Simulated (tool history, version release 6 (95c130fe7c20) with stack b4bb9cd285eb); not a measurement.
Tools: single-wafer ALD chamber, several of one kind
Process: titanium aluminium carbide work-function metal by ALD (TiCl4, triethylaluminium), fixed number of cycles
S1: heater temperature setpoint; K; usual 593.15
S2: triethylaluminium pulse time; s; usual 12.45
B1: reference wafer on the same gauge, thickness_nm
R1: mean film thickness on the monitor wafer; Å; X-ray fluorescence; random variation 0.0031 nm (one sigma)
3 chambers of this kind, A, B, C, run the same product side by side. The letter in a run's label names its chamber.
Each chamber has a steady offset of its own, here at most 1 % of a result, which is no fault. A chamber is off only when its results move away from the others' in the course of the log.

{"run": "1B", "day": 0.246, "S1": 593.15, "S2": 12.45, "B1": 2.3503, "R1": 22.068}
{"run": "2A", "day": 0.458, "S1": 593.15, "S2": 12.45, "B1": 2.3507, "R1": 22.28}
{"run": "3C", "day": 0.692, "S1": 593.15, "S2": 12.45, "B1": 2.3508, "R1": 22.325}
{"run": "4B", "day": 0.967, "S1": 593.15, "S2": 12.45, "B1": 2.3515, "R1": 22.093}
{"run": "5C", "day": 1.25, "S1": 593.15, "S2": 12.45, "B1": 2.3519, "R1": 22.358}
{"run": "6A", "day": 1.433, "S1": 593.15, "S2": 8.64, "B1": 2.3521, "R1": 21.396}
{"run": "7A", "day": 1.7, "S1": 593.15, "S2": 8.64, "B1": 2.3527, "R1": 21.452}
{"day": 1.95, "done": "chamber A: thermocouple changed; heater temperature recalibrated"}
{"run": "8C", "day": 1.975, "S1": 593.15, "S2": 8.64, "B1": 2.3534, "R1": 21.539}
{"run": "9B", "day": 2.242, "S1": 593.15, "S2": 10.91, "B1": 2.353, "R1": 21.905}
{"run": "10A", "day": 2.379, "S1": 593.15, "S2": 10.91, "B1": 2.354, "R1": 22.151}
{"run": "11C", "day": 2.6, "S1": 593.15, "S2": 10.91, "B1": 2.354, "R1": 22.129}
{"run": "12B", "day": 2.829, "S1": 593.15, "S2": 12.45, "B1": 2.3553, "R1": 22.086}
{"run": "13A", "day": 3.012, "S1": 593.15, "S2": 15.26, "B1": 2.3546, "R1": 22.541}
{"run": "14C", "day": 3.271, "S1": 593.15, "S2": 15.26, "B1": 2.3554, "R1": 22.533}
{"run": "15B", "day": 3.412, "S1": 593.15, "S2": 15.26, "B1": 2.3558, "R1": 22.35}
{"run": "16A", "day": 3.712, "S1": 593.15, "S2": 12.45, "B1": 2.3564, "R1": 22.315}
{"run": "17B", "day": 4.017, "S1": 580.15, "S2": 10.81, "B1": 2.3568, "R1": 20.755}
{"run": "18C", "day": 4.267, "S1": 580.15, "S2": 10.81, "B1": 2.357, "R1": 20.968}
{"run": "19B", "day": 4.562, "S1": 580.15, "S2": 10.81, "B1": 2.3581, "R1": 20.745}
{"run": "20C", "day": 4.883, "S1": 593.15, "S2": 14.25, "B1": 2.3579, "R1": 22.497}
{"run": "21A", "day": 5.138, "S1": 593.15, "S2": 14.25, "B1": 2.3582, "R1": 22.562}
{"run": "22A", "day": 5.342, "S1": 593.15, "S2": 14.25, "B1": 2.3584, "R1": 22.592}
{"run": "23C", "day": 5.658, "S1": 593.15, "S2": 14.89, "B1": 2.36, "R1": 22.514}
{"run": "24B", "day": 5.796, "S1": 593.15, "S2": 14.89, "B1": 2.3603, "R1": 22.356}
{"run": "25C", "day": 6.1, "S1": 593.15, "S2": 14.89, "B1": 2.3611, "R1": 22.57}
{"run": "26A", "day": 6.258, "S1": 593.15, "S2": 12.45, "B1": 2.3605, "R1": 22.367}
{"run": "27B", "day": 6.562, "S1": 593.15, "S2": 12.45, "B1": 2.361, "R1": 22.131}
{"run": "28B", "day": 6.842, "S1": 593.15, "S2": 12.45, "B1": 2.3613, "R1": 22.189}
{"run": "29C", "day": 7.104, "S1": 593.15, "S2": 12.45, "B1": 2.3621, "R1": 22.422}
{"day": 7.162, "done": "chamber A: triethylaluminium bottle replaced"}
{"run": "30A", "day": 7.379, "S1": 593.15, "S2": 12.45, "B1": 2.3628, "R1": 22.422}
{"run": "31A", "day": 7.654, "S1": 593.15, "S2": 12.45, "B1": 2.3631, "R1": 22.454}
{"run": "32B", "day": 7.821, "S1": 593.15, "S2": 12.45, "B1": 2.3637, "R1": 22.217}

Is one chamber off against the others, does the gauge drift, or is nothing wrong? If a chamber is off, say which, and what the likeliest cause is.

The gauge drifts, so all chambers seem to drift together. No chamber is off.
Cause: gauge reads high (%) = 0.578.
